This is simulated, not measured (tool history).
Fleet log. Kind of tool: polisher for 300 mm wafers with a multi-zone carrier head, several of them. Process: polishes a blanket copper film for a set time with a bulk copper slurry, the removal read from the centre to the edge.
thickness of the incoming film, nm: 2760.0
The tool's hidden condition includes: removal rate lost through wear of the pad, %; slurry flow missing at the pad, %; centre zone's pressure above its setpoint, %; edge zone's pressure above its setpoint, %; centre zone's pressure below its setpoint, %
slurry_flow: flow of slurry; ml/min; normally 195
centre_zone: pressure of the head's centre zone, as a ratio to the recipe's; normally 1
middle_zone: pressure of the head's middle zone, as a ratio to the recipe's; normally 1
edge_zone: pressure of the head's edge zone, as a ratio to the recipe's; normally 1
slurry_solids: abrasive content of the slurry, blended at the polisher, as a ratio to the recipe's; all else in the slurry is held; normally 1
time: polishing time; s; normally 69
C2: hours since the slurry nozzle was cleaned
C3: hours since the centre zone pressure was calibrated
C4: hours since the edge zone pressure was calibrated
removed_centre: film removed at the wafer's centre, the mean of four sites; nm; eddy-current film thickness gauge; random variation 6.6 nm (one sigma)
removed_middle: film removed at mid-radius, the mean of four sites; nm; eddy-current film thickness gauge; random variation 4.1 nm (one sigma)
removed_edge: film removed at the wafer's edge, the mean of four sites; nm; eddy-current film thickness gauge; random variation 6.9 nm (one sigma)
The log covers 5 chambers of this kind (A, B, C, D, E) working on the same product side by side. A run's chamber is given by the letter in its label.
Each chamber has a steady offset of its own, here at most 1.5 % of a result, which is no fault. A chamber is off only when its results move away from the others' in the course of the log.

{"hour": 6.1, "done": "chamber E: worn pad replaced by a new one"}
{"hour": 9.0, "done": "chamber B: edge zone pressure recalibrated"}
{"run": "1E", "hour": 10.3, "slurry_flow": 195, "centre_zone": 1, "middle_zone": 1, "edge_zone": 1, "slurry_solids": 1, "time": 69, "wafers polished on this pad": 37, "C2": 159.2, "C3": 28, "C4": 1176.6, "removed_centre": 626.98, "removed_middle": 635.26, "removed_edge": 626.55}
{"run": "2C", "hour": 17.3, "slurry_flow": 195, "centre_zone": 1, "middle_zone": 1, "edge_zone": 1, "slurry_solids": 1, "time": 69, "wafers polished on this pad": 675, "C2": 478.8, "C3": 391.2, "C4": 20.7, "removed_centre": 630.1, "removed_middle": 628.09, "removed_edge": 631.29}
{"run": "3B", "hour": 23.9, "slurry_flow": 195, "centre_zone": 1, "middle_zone": 1, "edge_zone": 1, "slurry_solids": 1, "time": 69, "wafers polished on this pad": 289, "C2": 456.1, "C3": 176, "C4": 15, "removed_centre": 629.93, "removed_middle": 639.25, "removed_edge": 624.78}
{"hour": 31.2, "done": "chamber C: worn pad replaced by a new one"}
{"run": "4D", "hour": 35.5, "slurry_flow": 195, "centre_zone": 1, "middle_zone": 1, "edge_zone": 1, "slurry_solids": 1, "time": 69, "wafers polished on this pad": 356, "C2": 159.9, "C3": 929.4, "C4": 953.6, "removed_centre": 632.56, "removed_middle": 639.69, "removed_edge": 636.09}
{"hour": 36.3, "done": "chamber A: worn pad replaced by a new one"}
{"run": "5A", "hour": 45.1, "slurry_flow": 195, "centre_zone": 1, "middle_zone": 1, "edge_zone": 1, "slurry_solids": 1, "time": 69, "wafers polished on this pad": 77, "C2": 45.8, "C3": 568.9, "C4": 195.6, "removed_centre": 624.7, "removed_middle": 626.38, "removed_edge": 627.27}
{"run": "6E", "hour": 54.5, "slurry_flow": 195, "centre_zone": 1, "middle_zone": 1, "edge_zone": 1, "slurry_solids": 1, "time": 69, "wafers polished on this pad": 422, "C2": 203.4, "C3": 72.2, "C4": 1220.8, "removed_centre": 628.81, "removed_middle": 630.06, "removed_edge": 617.31}
{"run": "7A", "hour": 63.3, "slurry_flow": 195, "centre_zone": 1, "middle_zone": 1, "edge_zone": 1, "slurry_solids": 1, "time": 69, "wafers polished on this pad": 235, "C2": 64, "C3": 587.1, "C4": 213.8, "removed_centre": 626.95, "removed_middle": 627.85, "removed_edge": 635.46}
{"hour": 63.6, "done": "chamber B: slurry nozzle cleaned"}
{"run": "8D", "hour": 68.3, "slurry_flow": 195, "centre_zone": 1, "middle_zone": 1, "edge_zone": 1, "slurry_solids": 1, "time": 69, "wafers polished on this pad": 642, "C2": 192.7, "C3": 962.2, "C4": 986.4, "removed_centre": 631.83, "removed_middle": 633.44, "removed_edge": 627.76}
{"run": "9C", "hour": 73.8, "slurry_flow": 195, "centre_zone": 1, "middle_zone": 1, "edge_zone": 1, "slurry_solids": 1, "time": 69, "wafers polished on this pad": 372, "C2": 535.3, "C3": 447.7, "C4": 77.2, "removed_centre": 628, "removed_middle": 636.02, "removed_edge": 623.03}
{"run": "10B", "hour": 79.2, "slurry_flow": 195, "centre_zone": 1, "middle_zone": 1, "edge_zone": 1, "slurry_solids": 1, "time": 69, "wafers polished on this pad": 771, "C2": 15.7, "C3": 231.3, "C4": 70.3, "removed_centre": 641.58, "removed_middle": 646.49, "removed_edge": 627.03}
{"hour": 80.3, "done": "chamber D: worn pad replaced by a new one"}
{"run": "11A", "hour": 86.7, "slurry_flow": 195, "centre_zone": 1, "middle_zone": 1, "edge_zone": 1, "slurry_solids": 1, "time": 69, "wafers polished on this pad": 439, "C2": 87.4, "C3": 610.5, "C4": 237.2, "removed_centre": 618.66, "removed_middle": 637.65, "removed_edge": 635.62}
{"hour": 96.1, "done": "chamber E: edge zone pressure recalibrated"}
{"run": "12E", "hour": 96.5, "slurry_flow": 175, "centre_zone": 1, "middle_zone": 1, "edge_zone": 1, "slurry_solids": 1, "time": 69, "wafers polished on this pad": 789, "C2": 245.4, "C3": 114.2, "C4": 0.5, "removed_centre": 607.77, "removed_middle": 627.9, "removed_edge": 617.01}
{"run": "13B", "hour": 106.2, "slurry_flow": 175, "centre_zone": 1, "middle_zone": 1, "edge_zone": 1, "slurry_solids": 1, "time": 69, "wafers polished on this pad": 1007, "C2": 42.7, "C3": 258.3, "C4": 97.3, "removed_centre": 610.75, "removed_middle": 621.03, "removed_edge": 620.29}
{"hour": 110.1, "done": "chamber E: worn pad replaced by a new one"}
{"hour": 113.1, "done": "chamber A: worn pad replaced by a new one"}
{"hour": 113.4, "done": "chamber C: slurry nozzle cleaned"}
{"run": "14D", "hour": 116.0, "slurry_flow": 175, "centre_zone": 1, "middle_zone": 1, "edge_zone": 1, "slurry_solids": 1, "time": 69, "wafers polished on this pad": 311, "C2": 240.4, "C3": 1009.9, "C4": 1034.1, "removed_centre": 611.44, "removed_middle": 631.09, "removed_edge": 618.54}
{"hour": 119.2, "done": "chamber C: worn pad replaced by a new one"}
{"run": "15C", "hour": 124.8, "slurry_flow": 175, "centre_zone": 1, "middle_zone": 1, "edge_zone": 1, "slurry_solids": 1, "time": 69, "wafers polished on this pad": 48, "C2": 11.4, "C3": 498.7, "C4": 128.2, "removed_centre": 615.64, "removed_middle": 623.75, "removed_edge": 620.08}
{"run": "16B", "hour": 135.3, "slurry_flow": 175, "centre_zone": 1, "middle_zone": 1, "edge_zone": 1, "slurry_solids": 1, "time": 69, "wafers polished on this pad": 1260, "C2": 71.8, "C3": 287.4, "C4": 126.4, "removed_centre": 616.42, "removed_middle": 626.38, "removed_edge": 610.79}
{"run": "17A", "hour": 144.6, "slurry_flow": 195, "centre_zone": 1, "middle_zone": 1, "edge_zone": 1, "slurry_solids": 1.2, "time": 69, "wafers polished on this pad": 275, "C2": 145.3, "C3": 668.4, "C4": 295.1, "removed_centre": 646.92, "removed_middle": 656.56, "removed_edge": 659.61}
{"run": "18E", "hour": 150.8, "slurry_flow": 195, "centre_zone": 1, "middle_zone": 1, "edge_zone": 1, "slurry_solids": 1.2, "time": 69, "wafers polished on this pad": 355, "C2": 299.7, "C3": 168.5, "C4": 54.8, "removed_centre": 655.16, "removed_middle": 653.48, "removed_edge": 650.07}
{"hour": 158.1, "done": "chamber B: worn pad replaced by a new one"}
{"run": "19D", "hour": 158.9, "slurry_flow": 195, "centre_zone": 1, "middle_zone": 1, "edge_zone": 1, "slurry_solids": 1.2, "time": 69, "wafers polished on this pad": 685, "C2": 283.3, "C3": 1052.8, "C4": 1077, "removed_centre": 658.45, "removed_middle": 671.13, "removed_edge": 652.7}
{"hour": 160.9, "done": "chamber D: worn pad replaced by a new one"}
{"run": "20C", "hour": 164.8, "slurry_flow": 195, "centre_zone": 1, "middle_zone": 1, "edge_zone": 1, "slurry_solids": 1.2, "time": 69, "wafers polished on this pad": 397, "C2": 51.4, "C3": 538.7, "C4": 168.2, "removed_centre": 645.49, "removed_middle": 661.13, "removed_edge": 657.11}
{"run": "21A", "hour": 175.3, "slurry_flow": 195, "centre_zone": 1, "middle_zone": 1, "edge_zone": 1, "slurry_solids": 1.2, "time": 69, "wafers polished on this pad": 543, "C2": 176, "C3": 699.1, "C4": 325.8, "removed_centre": 658.63, "removed_middle": 663.65, "removed_edge": 668.51}
{"hour": 177.8, "done": "chamber A: worn pad replaced by a new one"}
{"run": "22D", "hour": 182.4, "slurry_flow": 195, "centre_zone": 1, "middle_zone": 1, "edge_zone": 1, "slurry_solids": 1, "time": 69, "wafers polished on this pad": 188, "C2": 306.8, "C3": 1076.3, "C4": 1100.5, "removed_centre": 619.38, "removed_middle": 643.06, "removed_edge": 634.7}
{"hour": 187.6, "done": "chamber D: centre zone pressure recalibrated"}
{"run": "23E", "hour": 190.5, "slurry_flow": 195, "centre_zone": 1, "middle_zone": 1, "edge_zone": 1, "slurry_solids": 1, "time": 69, "wafers polished on this pad": 701, "C2": 339.4, "C3": 208.2, "C4": 94.5, "removed_centre": 624.61, "removed_middle": 630.49, "removed_edge": 615.19}
{"run": "24B", "hour": 202.1, "slurry_flow": 195, "centre_zone": 1, "middle_zone": 1, "edge_zone": 1, "slurry_solids": 1, "time": 69, "wafers polished on this pad": 383, "C2": 138.6, "C3": 354.2, "C4": 193.2, "removed_centre": 623.73, "removed_middle": 627.08, "removed_edge": 625.98}
{"hour": 207.3, "done": "chamber C: worn pad replaced by a new one"}
{"run": "25C", "hour": 209.9, "slurry_flow": 195, "centre_zone": 1, "middle_zone": 1, "edge_zone": 1, "slurry_solids": 1, "time": 69, "wafers polished on this pad": 23, "C2": 96.5, "C3": 583.8, "C4": 213.3, "removed_centre": 638.8, "removed_middle": 631.9, "removed_edge": 631.05}
{"hour": 211.1, "done": "chamber E: worn pad replaced by a new one"}
{"run": "26C", "hour": 218.3, "slurry_flow": 195, "centre_zone": 1, "middle_zone": 1, "edge_zone": 1, "slurry_solids": 1, "time": 69, "wafers polished on this pad": 96, "C2": 104.9, "C3": 592.2, "C4": 221.7, "removed_centre": 635.75, "removed_middle": 631.08, "removed_edge": 640.69}
{"run": "27D", "hour": 224.7, "slurry_flow": 195, "centre_zone": 1, "middle_zone": 1, "edge_zone": 1, "slurry_solids": 1, "time": 69, "wafers polished on this pad": 556, "C2": 349.1, "C3": 37.1, "C4": 1142.8, "removed_centre": 696.13, "removed_middle": 630.61, "removed_edge": 634.43}
{"run": "28B", "hour": 232.6, "slurry_flow": 165, "centre_zone": 1, "middle_zone": 1, "edge_zone": 0.91, "slurry_solids": 1, "time": 69, "wafers polished on this pad": 649, "C2": 169.1, "C3": 384.7, "C4": 223.7, "removed_centre": 618.37, "removed_middle": 618.57, "removed_edge": 589.84}
{"run": "29E", "hour": 243.1, "slurry_flow": 165, "centre_zone": 1, "middle_zone": 1, "edge_zone": 0.91, "slurry_solids": 1, "time": 69, "wafers polished on this pad": 279, "C2": 392, "C3": 260.8, "C4": 147.1, "removed_centre": 619.93, "removed_middle": 612.21, "removed_edge": 577.89}
{"run": "30A", "hour": 248.3, "slurry_flow": 165, "centre_zone": 1, "middle_zone": 1, "edge_zone": 0.91, "slurry_solids": 1, "time": 69, "wafers polished on this pad": 615, "C2": 249, "C3": 772.1, "C4": 398.8, "removed_centre": 607.07, "removed_middle": 610.99, "removed_edge": 592}
{"hour": 249.9, "done": "chamber D: worn pad replaced by a new one"}
{"hour": 255.6, "done": "chamber A: worn pad replaced by a new one"}
{"run": "31C", "hour": 259.1, "slurry_flow": 165, "centre_zone": 1, "middle_zone": 1, "edge_zone": 0.91, "slurry_solids": 1, "time": 69, "wafers polished on this pad": 452, "C2": 145.7, "C3": 633, "C4": 262.5, "removed_centre": 622.61, "removed_middle": 615.16, "removed_edge": 586.44}
{"run": "32D", "hour": 270.1, "slurry_flow": 165, "centre_zone": 1, "middle_zone": 1, "edge_zone": 0.91, "slurry_solids": 1, "time": 69, "wafers polished on this pad": 176, "C2": 394.5, "C3": 82.5, "C4": 1188.2, "removed_centre": 676.92, "removed_middle": 615.6, "removed_edge": 575.41}
{"run": "33E", "hour": 276.3, "slurry_flow": 195, "centre_zone": 1, "middle_zone": 1, "edge_zone": 1, "slurry_solids": 1, "time": 69, "wafers polished on this pad": 569, "C2": 425.2, "C3": 294, "C4": 180.3, "removed_centre": 626.95, "removed_middle": 634.55, "removed_edge": 634}
{"run": "34A", "hour": 283.6, "slurry_flow": 195, "centre_zone": 1, "middle_zone": 1, "edge_zone": 1, "slurry_solids": 1, "time": 69, "wafers polished on this pad": 244, "C2": 284.3, "C3": 807.4, "C4": 434.1, "removed_centre": 615.44, "removed_middle": 631.67, "removed_edge": 640.68}
{"run": "35B", "hour": 292.4, "slurry_flow": 195, "centre_zone": 1, "middle_zone": 1, "edge_zone": 1, "slurry_solids": 1, "time": 69, "wafers polished on this pad": 1171, "C2": 228.9, "C3": 444.5, "C4": 283.5, "removed_centre": 631.04, "removed_middle": 640.61, "removed_edge": 616.2}
{"run": "36A", "hour": 301.9, "slurry_flow": 195, "centre_zone": 1, "middle_zone": 1, "edge_zone": 1, "slurry_solids": 1, "time": 69, "wafers polished on this pad": 404, "C2": 302.6, "C3": 825.7, "C4": 452.4, "removed_centre": 618.48, "removed_middle": 631.48, "removed_edge": 631.74}
{"run": "37D", "hour": 312.3, "slurry_flow": 195, "centre_zone": 1, "middle_zone": 1, "edge_zone": 1, "slurry_solids": 1, "time": 69, "wafers polished on this pad": 544, "C2": 436.7, "C3": 124.7, "C4": 1230.4, "removed_centre": 697.98, "removed_middle": 639.93, "removed_edge": 643.1}

All chambers now run identical settings, listed one chamber a line with results as question marks. What results will each chamber show?
{"run": "38A", "hour": 320.5, "slurry_flow": 195, "centre_zone": 1, "middle_zone": 1, "edge_zone": 1, "slurry_solids": 1, "time": 69, "removed_centre": "?", "removed_middle": "?", "removed_edge": "?"}
{"run": "38B", "hour": 320.5, "slurry_flow": 195, "centre_zone": 1, "middle_zone": 1, "edge_zone": 1, "slurry_solids": 1, "time": 69, "removed_centre": "?", "removed_middle": "?", "removed_edge": "?"}
{"run": "38C", "hour": 320.5, "slurry_flow": 195, "centre_zone": 1, "middle_zone": 1, "edge_zone": 1, "slurry_solids": 1, "time": 69, "removed_centre": "?", "removed_middle": "?", "removed_edge": "?"}
{"run": "38D", "hour": 320.5, "slurry_flow": 195, "centre_zone": 1, "middle_zone": 1, "edge_zone": 1, "slurry_solids": 1, "time": 69, "removed_centre": "?", "removed_middle": "?", "removed_edge": "?"}
{"run": "38E", "hour": 320.5, "slurry_flow": 195, "centre_zone": 1, "middle_zone": 1, "edge_zone": 1, "slurry_solids": 1, "time": 69, "removed_centre": "?", "removed_middle": "?", "removed_edge": "?"}

run=38A removed_centre=632.95 removed_middle=633.03 removed_edge=640.24
run=38B removed_centre=636.5 removed_middle=640.49 removed_edge=625.7
run=38C removed_centre=631.39 removed_middle=643 removed_edge=633.27
run=38D removed_centre=706.23 removed_middle=632.06 removed_edge=624.33
run=38E removed_centre=622.36 removed_middle=636.73 removed_edge=631.35

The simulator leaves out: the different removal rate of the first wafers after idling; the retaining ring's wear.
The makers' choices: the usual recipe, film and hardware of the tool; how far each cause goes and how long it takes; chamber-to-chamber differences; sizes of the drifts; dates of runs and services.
